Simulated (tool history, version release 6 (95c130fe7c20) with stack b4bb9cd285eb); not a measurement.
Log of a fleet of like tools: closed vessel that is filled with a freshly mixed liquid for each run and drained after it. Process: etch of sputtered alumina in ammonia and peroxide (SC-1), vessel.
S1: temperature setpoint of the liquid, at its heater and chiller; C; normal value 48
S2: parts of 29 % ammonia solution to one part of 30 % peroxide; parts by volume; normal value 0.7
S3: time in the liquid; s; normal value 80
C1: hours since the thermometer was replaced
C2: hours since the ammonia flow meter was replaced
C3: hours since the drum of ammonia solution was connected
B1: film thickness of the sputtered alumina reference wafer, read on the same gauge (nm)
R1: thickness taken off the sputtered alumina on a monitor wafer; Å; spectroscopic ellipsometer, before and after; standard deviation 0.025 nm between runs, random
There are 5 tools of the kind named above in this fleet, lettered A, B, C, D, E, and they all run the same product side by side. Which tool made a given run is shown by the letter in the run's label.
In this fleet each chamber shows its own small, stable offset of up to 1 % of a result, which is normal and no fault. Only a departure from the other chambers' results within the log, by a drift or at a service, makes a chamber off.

run     day  S1    S2  S3      C1      C2     C3      B1      R1
 1B   0.442  48   0.7  80   185.2  1040.8    606  39.995  42.056
 2A   1.021  48   0.7  80   558.3   109.8  651.1  39.983  41.327
      1.304  -- chamber C: new drum of ammonia solution connected
 3C   1.379  48   0.7  80  2393.5  1295.4    1.9  40.002  41.913
 4D   1.796  48   0.7  80   944.8  1068.2    229  40.026   41.58
 5E   2.221  48   0.7  80  1058.3  1849.9   57.5  40.016  42.456
 6E   2.833  48   0.7  80    1073  1864.6   72.2  39.999  42.311
 7C   3.242  48   0.7  80  2438.2  1340.1   46.6  39.963  41.779
 8D   3.721  48   0.7  80     991  1114.4  275.2  40.016  41.955
 9A     4.2  48   0.7  80   634.6   186.1  727.4  40.026  41.723
10B   4.725  48   0.7  80     288  1143.6  708.8  40.012  41.774
11E   5.262  48   0.7  80  1131.3  1922.9  130.5  40.017  42.578
12D   5.683  48   0.7  80  1038.1  1161.5  322.3  40.001  42.163
      5.762  -- chamber E: ammonia flow meter replaced
13A   6.362  48   0.7  80   686.5     238  779.3  39.977   41.34
14B   6.896  48  0.95  80   340.1  1195.7  760.9  39.981  42.785
15C   7.546  48  0.95  80  2541.5  1443.4  149.9  40.015  43.045
      7.662  -- chamber B: new drum of ammonia solution connected
16D   8.133  48  0.95  80  1096.9  1220.3  381.1   39.99   43.81
17A   8.454  48  0.95  80   736.7   288.2  829.5  40.001  42.503
      8.488  -- chamber C: thermometer replaced
18B   8.746  48  0.95  80   384.5  1240.1     26   39.97  43.215
19E   9.208  48   0.7  80    1226    82.7  225.2  39.988   42.29
20C   9.783  48   0.7  80    31.1  1497.1  203.6   39.97  41.897
21B  10.104  44   0.6  80   417.1  1272.7   58.6   39.95  33.035
22C  10.425  44   0.6  80    46.5  1512.5    219  39.966  32.574
23D  10.858  44   0.6  80  1162.3  1285.7  446.5  40.009  33.914
24E  11.246  44   0.6  80  1274.9   131.6  274.1  40.017  33.286
25A  11.796  44   0.6  80   816.9   368.4  909.7  40.049   32.09
26B  12.121  48   0.7  80   465.5  1321.1    107  40.033  41.531
27A  12.729  48   0.7  80   839.3   390.8  932.1  39.976  41.878
28E  13.158  48   0.7  80  1320.8   177.5    320  39.997  42.656
29D  13.838  48   0.7  80  1233.8  1357.2    518  39.999   43.25
30C  14.462  48   0.7  80   143.4  1609.4  315.9  40.005   42.02
     14.538  -- chamber A: new drum of ammonia solution connected
31B  14.858  48   0.7  80   531.2  1386.8  172.7  39.982  42.077
32E  15.533  48   0.7  80  1377.8   234.5    377  40.029  41.959
     15.775  -- chamber D: new drum of ammonia solution connected
33A  16.142  48   0.8  80   921.2   472.7   38.6   39.97  41.943
34C  16.592  48   0.8  80   194.5  1660.5    367  40.009  42.541
35D  17.021  48   0.8  80  1310.2  1433.6     30  40.015  44.534
36C  17.392  48   0.8  80   213.7  1679.7  386.2  39.964  41.632
37B  17.762  48   0.8  80   600.9  1456.5  242.4  39.995  42.454
38A  18.433  48   0.7  35   976.2   527.7   93.6  39.936  18.138
39E    18.9  48   0.7  35  1458.6   315.3  457.8  40.027  18.481
40D  19.479  48   0.7  35  1369.2  1492.6     89  39.998  19.333
41B  20.083  48   0.7  35   656.6  1512.2  298.1      40  18.127

Has any chamber moved away from the others, gradually or after a service, or does the common gauge drift, or do the chambers differ only by their own small steady offsets? State the chamber and the most likely cause if one applies.

Chamber D drifts away from the others.
What lies behind it: liquid hotter than its thermometer reads (K) = 1.21.

Below are 4 candidate recipes for chamber D's next run, each the usual settings with a change, their results shown as question marks. Which of them brings D's results back in line with what the other chambers give on the usual settings?
In line here means within this much of the mean the other chambers give on the usual settings: R1 0.88 Å
42D-1  20.571  48  0.7  85                   ?
42D-2  20.571  48  0.2  80                   ?
42D-3  20.571  47  0.7  80                   ?
42D-4  20.571  49  0.7  85                   ?

The mean the other chambers reach with the usual settings: R1 41.862 Å
  run      R1
42D-1  47.248
42D-2  39.611
42D-3  42.092
42D-4  49.869
With 42D-3, the chamber falls back in line with the rest.
